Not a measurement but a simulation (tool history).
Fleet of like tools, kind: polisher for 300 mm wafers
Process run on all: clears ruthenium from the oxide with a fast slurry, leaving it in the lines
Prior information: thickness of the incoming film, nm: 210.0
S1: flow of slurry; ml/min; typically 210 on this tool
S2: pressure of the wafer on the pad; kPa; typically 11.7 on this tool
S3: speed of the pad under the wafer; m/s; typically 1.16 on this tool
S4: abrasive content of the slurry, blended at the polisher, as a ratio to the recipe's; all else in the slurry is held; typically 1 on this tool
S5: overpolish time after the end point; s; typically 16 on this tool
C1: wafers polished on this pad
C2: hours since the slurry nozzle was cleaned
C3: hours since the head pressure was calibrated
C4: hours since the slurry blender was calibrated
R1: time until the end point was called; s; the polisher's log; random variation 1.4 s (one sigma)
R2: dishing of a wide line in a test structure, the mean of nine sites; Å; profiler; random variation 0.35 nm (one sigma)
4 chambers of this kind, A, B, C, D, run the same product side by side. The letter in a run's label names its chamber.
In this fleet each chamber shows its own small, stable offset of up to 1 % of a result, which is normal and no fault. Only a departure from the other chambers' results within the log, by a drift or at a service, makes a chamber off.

Run 1B, hour 5: usual settings; C1 502; C2 64.4; C3 712.6; C4 161.2. Result: R1 84.158 s, R2 339.75 Å.
Run 2D, hour 10: usual settings; C1 705; C2 95.8; C3 544.1; C4 186.7. Result: R1 84.993 s, R2 328.56 Å.
Run 3A, hour 15.3: usual settings; C1 641; C2 219.1; C3 553.8; C4 320.7. Result: R1 86.934 s, R2 336.77 Å.
Run 4C, hour 18: usual settings; C1 584; C2 427.6; C3 215.8; C4 268.1. Result: R1 82.18 s, R2 344.05 Å.
Run 5D, hour 20.9: usual settings; C1 845; C2 106.7; C3 555; C4 197.6. Result: R1 83.298 s, R2 333.47 Å.
Run 6A, hour 23.4: usual settings but S2 13.1 kPa; C1 745; C2 227.2; C3 561.9; C4 328.8. Result: R1 74.996 s, R2 373.37 Å.
At hour 23.9: chamber D: worn pad replaced by a new one.
Run 7B, hour 26.9: usual settings but S2 13.1 kPa; C1 784; C2 86.3; C3 734.5; C4 183.1. Result: R1 76.072 s, R2 376.63 Å.
Run 8C, hour 31.6: usual settings but S2 13.1 kPa; C1 759; C2 441.2; C3 229.4; C4 281.7. Result: R1 71.312 s, R2 368.68 Å.
Run 9D, hour 35: usual settings but S2 13.1 kPa; C1 144; C2 120.8; C3 569.1; C4 211.7. Result: R1 74.318 s, R2 374.17 Å.
At hour 35.9: chamber B: worn pad replaced by a new one.
Run 10C, hour 39.8: usual settings; C1 864; C2 449.4; C3 237.6; C4 289.9. Result: R1 83.48 s, R2 339.57 Å.
Run 11A, hour 44.9: usual settings; C1 1022; C2 248.7; C3 583.4; C4 350.3. Result: R1 83.494 s, R2 335.15 Å.
Run 12B, hour 47.4: usual settings; C1 148; C2 106.8; C3 755; C4 203.6. Result: R1 80.493 s, R2 339.24 Å.
At hour 47.6: chamber B: slurry blender recalibrated.
Run 13B, hour 50.5: usual settings; C1 188; C2 109.9; C3 758.1; C4 2.9. Result: R1 81.335 s, R2 340.81 Å.
At hour 50.8: chamber A: worn pad replaced by a new one.
Run 14A, hour 55.7: usual settings; C1 63; C2 259.5; C3 594.2; C4 361.1. Result: R1 83.689 s, R2 337.03 Å.
Run 15D, hour 60.3: usual settings; C1 469; C2 146.1; C3 594.4; C4 237. Result: R1 83.553 s, R2 338.05 Å.
At hour 63.4: chamber A: head pressure recalibrated.
Run 16C, hour 65.7: usual settings; C1 1198; C2 475.3; C3 263.5; C4 315.8. Result: R1 83.931 s, R2 330.36 Å.
Run 17B, hour 70.1: usual settings; C1 440; C2 129.5; C3 777.7; C4 22.5. Result: R1 80.175 s, R2 338.77 Å.
Run 18D, hour 74.9: usual settings; C1 658; C2 160.7; C3 609; C4 251.6. Result: R1 84.187 s, R2 341.69 Å.
At hour 75.5: chamber C: worn pad replaced by a new one.
Run 19A, hour 80: usual settings but S1 280 ml/min, S2 14.5 kPa; C1 376; C2 283.8; C3 16.7; C4 385.4. Result: R1 66.926 s, R2 411.17 Å.
Run 20C, hour 83.1: usual settings but S1 280 ml/min, S2 14.5 kPa; C1 98; C2 492.7; C3 280.9; C4 333.2. Result: R1 65.089 s, R2 414.64 Å.
Run 21B, hour 87.2: usual settings but S1 280 ml/min, S2 14.5 kPa; C1 660; C2 146.6; C3 794.8; C4 39.6. Result: R1 63.327 s, R2 427.3 Å.
At hour 90: chamber D: worn pad replaced by a new one.
Run 22A, hour 91.2: usual settings but S1 280 ml/min, S2 14.5 kPa; C1 521; C2 295; C3 27.9; C4 396.6. Result: R1 67.371 s, R2 407.24 Å.
Run 23C, hour 94.9: usual settings; C1 250; C2 504.5; C3 292.7; C4 345. Result: R1 83.244 s, R2 337.34 Å.
Run 24D, hour 98.5: usual settings; C1 110; C2 184.3; C3 632.6; C4 275.2. Result: R1 83.685 s, R2 335.95 Å.
Run 25C, hour 102.4: usual settings; C1 347; C2 512; C3 300.2; C4 352.5. Result: R1 84.488 s, R2 338.54 Å.
Run 26B, hour 105.2: usual settings; C1 892; C2 164.6; C3 812.8; C4 57.6. Result: R1 83.309 s, R2 342.03 Å.
Run 27D, hour 108: usual settings; C1 232; C2 193.8; C3 642.1; C4 284.7. Result: R1 84.137 s, R2 330.15 Å.
Run 28A, hour 111.3: usual settings but S5 7 s; C1 779; C2 315.1; C3 48; C4 416.7. Result: R1 85.43 s, R2 148.98 Å.
At hour 114.6: chamber C: head pressure recalibrated.
At hour 115.4: chamber B: worn pad replaced by a new one.
Run 29D, hour 116.5: usual settings but S5 7 s; C1 342; C2 202.3; C3 650.6; C4 293.2. Result: R1 81.792 s, R2 154.61 Å.
Run 30B, hour 120.5: usual settings but S5 7 s; C1 66; C2 179.9; C3 828.1; C4 72.9. Result: R1 84.465 s, R2 157.34 Å.
At hour 123: chamber A: worn pad replaced by a new one.
Run 31A, hour 124.3: usual settings but S5 7 s; C1 17; C2 328.1; C3 61; C4 429.7. Result: R1 88.849 s, R2 147.69 Å.
Run 32C, hour 128.1: usual settings; C1 678; C2 537.7; C3 13.6; C4 378.2. Result: R1 84.33 s, R2 335.1 Å.
Run 33D, hour 130.8: usual settings; C1 526; C2 216.6; C3 664.9; C4 307.5. Result: R1 81.605 s, R2 333.2 Å.
Run 34B, hour 134.5: usual settings; C1 246; C2 193.9; C3 842.1; C4 86.9. Result: R1 82.881 s, R2 345.06 Å.
Run 35C, hour 139.2: usual settings; C1 821; C2 548.8; C3 24.7; C4 389.3. Result: R1 83.654 s, R2 335.1 Å.
Run 36A, hour 144.3: usual settings; C1 275; C2 348.1; C3 81; C4 449.7. Result: R1 89.152 s, R2 316.53 Å.
At hour 144.7: chamber D: slurry blender recalibrated.
Run 37C, hour 147.9: usual settings; C1 933; C2 557.5; C3 33.4; C4 398. Result: R1 82.195 s, R2 329.7 Å.
Run 38A, hour 153: usual settings; C1 387; C2 356.8; C3 89.7; C4 458.4. Result: R1 91.552 s, R2 309.67 Å.
At hour 157: chamber D: worn pad replaced by a new one.
Run 39D, hour 157.9: usual settings; C1 12; C2 243.7; C3 692; C4 13.2. Result: R1 83.571 s, R2 341.46 Å.
Run 40B, hour 161.5: usual settings; C1 594; C2 220.9; C3 869.1; C4 113.9. Result: R1 83.45 s, R2 337.08 Å.
Run 41D, hour 165.8: usual settings; C1 114; C2 251.6; C3 699.9; C4 21.1. Result: R1 82.004 s, R2 345.92 Å.
Run 42B, hour 169.4: usual settings; C1 695; C2 228.8; C3 877; C4 121.8. Result: R1 82.746 s, R2 339.36 Å.

Is one chamber off against the others, does the gauge drift, or is nothing wrong? If a chamber is off, say which, and what the likeliest cause is.

One chamber, A, drifts off from the rest bit by bit.
What lies behind it: abrasive missing from the slurry, % = 18.4.
With only this log, it may be confused with: slurry flow missing at the pad, %.

Chamber A could run next with any of the 4 candidate recipes listed below; each alters the usual settings, and their results appear as question marks. Which one brings its results back in line with what the other chambers deliver on the usual settings?
A result is in line if it is within this distance of the other chambers' mean on the usual settings: R1 5 s; R2 12 Å
Run 43A-1, hour 173.4: usual settings but S3 1.18 m/s. Result: R1 ?, R2 ?.
Run 43A-2, hour 173.4: usual settings but S2 11 kPa, S3 1.1 m/s. Result: R1 ?, R2 ?.
Run 43A-3, hour 173.4: usual settings but S2 12.4 kPa, S3 1.22 m/s. Result: R1 ?, R2 ?.
Run 43A-4, hour 173.4: usual settings but S3 1.14 m/s. Result: R1 ?, R2 ?.

Mean of the other chambers on the usual settings: R1 83.197 s; R2 336.77 Å
  run      R1      R2
43A-1  90.839  313.26
43A-2  103.53  277.46
43A-3  83.015  340.32
43A-4  94.069  303.31
Change 43A-3 lands the chamber within the allowed miss of the other chambers.
